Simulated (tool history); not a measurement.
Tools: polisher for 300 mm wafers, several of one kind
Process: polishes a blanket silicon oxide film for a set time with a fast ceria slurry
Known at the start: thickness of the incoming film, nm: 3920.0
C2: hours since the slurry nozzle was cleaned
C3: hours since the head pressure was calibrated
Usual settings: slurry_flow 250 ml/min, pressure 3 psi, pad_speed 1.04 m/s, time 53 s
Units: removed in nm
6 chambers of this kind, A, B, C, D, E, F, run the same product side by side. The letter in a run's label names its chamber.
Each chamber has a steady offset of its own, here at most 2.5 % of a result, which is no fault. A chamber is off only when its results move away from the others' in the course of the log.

{"run": "1C", "hour": 3.8, "slurry_flow": 250, "pressure": 3, "pad_speed": 1.04, "time": 53, "wafers polished on this pad": 470, "C2": 187.6, "C3": 238.4, "removed": 861.88}
{"hour": 8.7, "done": "chamber D: slurry nozzle cleaned"}
{"run": "2A", "hour": 8.8, "slurry_flow": 250, "pressure": 3, "pad_speed": 1.04, "time": 53, "wafers polished on this pad": 242, "C2": 303.9, "C3": 126.8, "removed": 862.11}
{"run": "3B", "hour": 14.6, "slurry_flow": 250, "pressure": 3, "pad_speed": 1.04, "time": 53, "wafers polished on this pad": 660, "C2": 357.7, "C3": 572.8, "removed": 859.28}
{"run": "4E", "hour": 22.0, "slurry_flow": 250, "pressure": 3, "pad_speed": 1.04, "time": 53, "wafers polished on this pad": 634, "C2": 514.1, "C3": 72, "removed": 855.63}
{"hour": 22.5, "done": "chamber B: head pressure recalibrated"}
{"run": "5F", "hour": 27.1, "slurry_flow": 250, "pressure": 3, "pad_speed": 1.04, "time": 53, "wafers polished on this pad": 430, "C2": 812.6, "C3": 606.7, "removed": 855.64}
{"run": "6D", "hour": 33.6, "slurry_flow": 250, "pressure": 3, "pad_speed": 1.04, "time": 53, "wafers polished on this pad": 434, "C2": 25, "C3": 152.8, "removed": 898.63}
{"run": "7A", "hour": 38.0, "slurry_flow": 250, "pressure": 3, "pad_speed": 1.04, "time": 53, "wafers polished on this pad": 614, "C2": 333.1, "C3": 156, "removed": 838.11}
{"run": "8E", "hour": 41.6, "slurry_flow": 250, "pressure": 3, "pad_speed": 1.04, "time": 53, "wafers polished on this pad": 884, "C2": 533.7, "C3": 91.6, "removed": 838.03}
{"run": "9B", "hour": 44.9, "slurry_flow": 250, "pressure": 3, "pad_speed": 1.04, "time": 53, "wafers polished on this pad": 1046, "C2": 388, "C3": 22.5, "removed": 856.9}
{"run": "10D", "hour": 48.8, "slurry_flow": 250, "pressure": 3, "pad_speed": 1.04, "time": 53, "wafers polished on this pad": 628, "C2": 40.2, "C3": 168, "removed": 869.31}
{"run": "11F", "hour": 53.5, "slurry_flow": 250, "pressure": 3, "pad_speed": 1.04, "time": 53, "wafers polished on this pad": 766, "C2": 839, "C3": 633.1, "removed": 860.87}
{"hour": 53.7, "done": "chamber B: worn pad replaced by a new one"}
{"run": "12C", "hour": 57.6, "slurry_flow": 250, "pressure": 3, "pad_speed": 1.04, "time": 53, "wafers polished on this pad": 1156, "C2": 241.4, "C3": 292.2, "removed": 870.81}
{"run": "13E", "hour": 62.9, "slurry_flow": 250, "pressure": 3, "pad_speed": 1.04, "time": 53, "wafers polished on this pad": 1155, "C2": 555, "C3": 112.9, "removed": 858.83}
{"hour": 64.8, "done": "chamber A: worn pad replaced by a new one"}
{"run": "14D", "hour": 68.6, "slurry_flow": 250, "pressure": 3, "pad_speed": 1.04, "time": 53, "wafers polished on this pad": 880, "C2": 60, "C3": 187.8, "removed": 865.75}
{"run": "15F", "hour": 74.5, "slurry_flow": 250, "pressure": 3, "pad_speed": 1.04, "time": 53, "wafers polished on this pad": 1034, "C2": 860, "C3": 654.1, "removed": 846.27}
{"hour": 74.9, "done": "chamber D: worn pad replaced by a new one"}
{"run": "16B", "hour": 81.2, "slurry_flow": 250, "pressure": 3, "pad_speed": 1.24, "time": 53, "wafers polished on this pad": 350, "C2": 424.3, "C3": 58.8, "removed": 1008.1}
{"hour": 82.3, "done": "chamber E: worn pad replaced by a new one"}
{"hour": 82.8, "done": "chamber C: worn pad replaced by a new one"}
{"hour": 84.0, "done": "chamber F: worn pad replaced by a new one"}
{"run": "17A", "hour": 88.2, "slurry_flow": 250, "pressure": 3, "pad_speed": 1.24, "time": 53, "wafers polished on this pad": 299, "C2": 383.3, "C3": 206.2, "removed": 1017.7}
{"run": "18C", "hour": 95.4, "slurry_flow": 250, "pressure": 3, "pad_speed": 1.24, "time": 53, "wafers polished on this pad": 161, "C2": 279.2, "C3": 330, "removed": 1030.5}
{"run": "19E", "hour": 98.8, "slurry_flow": 250, "pressure": 3, "pad_speed": 1.24, "time": 53, "wafers polished on this pad": 210, "C2": 590.9, "C3": 148.8, "removed": 998.25}
{"run": "20F", "hour": 102.2, "slurry_flow": 250, "pressure": 3, "pad_speed": 1.24, "time": 53, "wafers polished on this pad": 233, "C2": 887.7, "C3": 681.8, "removed": 1025.4}
{"hour": 105.5, "done": "chamber F: slurry nozzle cleaned"}
{"run": "21D", "hour": 109.1, "slurry_flow": 250, "pressure": 3, "pad_speed": 1.24, "time": 53, "wafers polished on this pad": 436, "C2": 100.5, "C3": 228.3, "removed": 1025.3}
{"run": "22C", "hour": 114.0, "slurry_flow": 250, "pressure": 3, "pad_speed": 1.04, "time": 53, "wafers polished on this pad": 398, "C2": 297.8, "C3": 348.6, "removed": 842.17}
{"hour": 117.2, "done": "chamber A: slurry nozzle cleaned"}
{"run": "23B", "hour": 120.6, "slurry_flow": 250, "pressure": 3, "pad_speed": 1.04, "time": 53, "wafers polished on this pad": 853, "C2": 463.7, "C3": 98.2, "removed": 858.16}
{"run": "24A", "hour": 125.2, "slurry_flow": 250, "pressure": 3, "pad_speed": 1.04, "time": 53, "wafers polished on this pad": 770, "C2": 8, "C3": 243.2, "removed": 864.24}
{"hour": 129.1, "done": "chamber F: head pressure recalibrated"}
{"run": "25F", "hour": 132.2, "slurry_flow": 250, "pressure": 3, "pad_speed": 0.88, "time": 53, "wafers polished on this pad": 615, "C2": 26.8, "C3": 3.1, "removed": 723.65}
{"run": "26B", "hour": 136.4, "slurry_flow": 250, "pressure": 3, "pad_speed": 0.88, "time": 53, "wafers polished on this pad": 1054, "C2": 479.5, "C3": 114, "removed": 725.08}
{"hour": 137.1, "done": "chamber B: worn pad replaced by a new one"}
{"run": "27D", "hour": 141.3, "slurry_flow": 250, "pressure": 3, "pad_speed": 0.88, "time": 53, "wafers polished on this pad": 846, "C2": 132.7, "C3": 260.5, "removed": 736.87}
{"hour": 144.9, "done": "chamber A: worn pad replaced by a new one"}
{"run": "28A", "hour": 146.7, "slurry_flow": 250, "pressure": 3, "pad_speed": 0.88, "time": 53, "wafers polished on this pad": 23, "C2": 29.5, "C3": 264.7, "removed": 729.15}
{"hour": 147.2, "done": "chamber D: worn pad replaced by a new one"}
{"run": "29C", "hour": 150.7, "slurry_flow": 250, "pressure": 3, "pad_speed": 0.88, "time": 53, "wafers polished on this pad": 865, "C2": 334.5, "C3": 385.3, "removed": 724.75}
{"run": "30E", "hour": 154.8, "slurry_flow": 250, "pressure": 3, "pad_speed": 0.88, "time": 53, "wafers polished on this pad": 924, "C2": 646.9, "C3": 204.8, "removed": 733.14}
{"run": "31B", "hour": 159.3, "slurry_flow": 250, "pressure": 3, "pad_speed": 0.84, "time": 53, "wafers polished on this pad": 283, "C2": 502.4, "C3": 136.9, "removed": 692.56}
{"run": "32C", "hour": 162.6, "slurry_flow": 250, "pressure": 3, "pad_speed": 0.84, "time": 53, "wafers polished on this pad": 1017, "C2": 346.4, "C3": 397.2, "removed": 682.23}
{"run": "33E", "hour": 169.6, "slurry_flow": 250, "pressure": 3, "pad_speed": 0.84, "time": 53, "wafers polished on this pad": 1112, "C2": 661.7, "C3": 219.6, "removed": 679.51}
{"run": "34A", "hour": 175.3, "slurry_flow": 250, "pressure": 3, "pad_speed": 0.84, "time": 53, "wafers polished on this pad": 387, "C2": 58.1, "C3": 293.3, "removed": 673.01}
{"run": "35F", "hour": 182.6, "slurry_flow": 250, "pressure": 3, "pad_speed": 0.84, "time": 53, "wafers polished on this pad": 1258, "C2": 77.2, "C3": 53.5, "removed": 697.54}
{"hour": 183.2, "done": "chamber F: worn pad replaced by a new one"}
{"hour": 183.4, "done": "chamber E: worn pad replaced by a new one"}
{"run": "36D", "hour": 188.9, "slurry_flow": 250, "pressure": 3, "pad_speed": 0.84, "time": 53, "wafers polished on this pad": 532, "C2": 180.3, "C3": 308.1, "removed": 707.18}
{"run": "37E", "hour": 192.1, "slurry_flow": 250, "pressure": 3, "pad_speed": 1.04, "time": 53, "wafers polished on this pad": 111, "C2": 684.2, "C3": 242.1, "removed": 846.11}
{"hour": 194.3, "done": "chamber C: worn pad replaced by a new one"}
{"run": "38F", "hour": 198.1, "slurry_flow": 250, "pressure": 3, "pad_speed": 1.04, "time": 53, "wafers polished on this pad": 190, "C2": 92.7, "C3": 69, "removed": 885.06}
{"hour": 199.0, "done": "chamber C: slurry nozzle cleaned"}
{"run": "39C", "hour": 203.8, "slurry_flow": 250, "pressure": 3, "pad_speed": 1.04, "time": 53, "wafers polished on this pad": 121, "C2": 4.9, "C3": 438.4, "removed": 848.87}
{"run": "40A", "hour": 209.4, "slurry_flow": 250, "pressure": 3, "pad_speed": 1.04, "time": 53, "wafers polished on this pad": 822, "C2": 92.2, "C3": 327.4, "removed": 852.02}
{"run": "41B", "hour": 215.0, "slurry_flow": 250, "pressure": 3, "pad_speed": 1.04, "time": 53, "wafers polished on this pad": 993, "C2": 558.1, "C3": 192.6, "removed": 836.22}
{"run": "42D", "hour": 219.8, "slurry_flow": 250, "pressure": 3, "pad_speed": 1.04, "time": 53, "wafers polished on this pad": 926, "C2": 211.2, "C3": 339, "removed": 878.97}
{"run": "43B", "hour": 226.6, "slurry_flow": 325, "pressure": 3, "pad_speed": 1.04, "time": 35, "wafers polished on this pad": 1141, "C2": 569.7, "C3": 204.2, "removed": 569.44}
{"run": "44D", "hour": 231.9, "slurry_flow": 325, "pressure": 3, "pad_speed": 1.04, "time": 35, "wafers polished on this pad": 1080, "C2": 223.3, "C3": 351.1, "removed": 590.82}

All 6 chambers run these settings next. Forecast each chamber's results:
{"run": "45A", "hour": 237.2, "slurry_flow": 250, "pressure": 3, "pad_speed": 1.04, "time": 53, "removed": "?"}
{"run": "45B", "hour": 237.2, "slurry_flow": 250, "pressure": 3, "pad_speed": 1.04, "time": 53, "removed": "?"}
{"run": "45C", "hour": 237.2, "slurry_flow": 250, "pressure": 3, "pad_speed": 1.04, "time": 53, "removed": "?"}
{"run": "45D", "hour": 237.2, "slurry_flow": 250, "pressure": 3, "pad_speed": 1.04, "time": 53, "removed": "?"}
{"run": "45E", "hour": 237.2, "slurry_flow": 250, "pressure": 3, "pad_speed": 1.04, "time": 53, "removed": "?"}
{"run": "45F", "hour": 237.2, "slurry_flow": 250, "pressure": 3, "pad_speed": 1.04, "time": 53, "removed": "?"}

run=45A removed=841.38
run=45B removed=860.25
run=45C removed=852.57
run=45D removed=868.49
run=45E removed=848.77
run=45F removed=870.11

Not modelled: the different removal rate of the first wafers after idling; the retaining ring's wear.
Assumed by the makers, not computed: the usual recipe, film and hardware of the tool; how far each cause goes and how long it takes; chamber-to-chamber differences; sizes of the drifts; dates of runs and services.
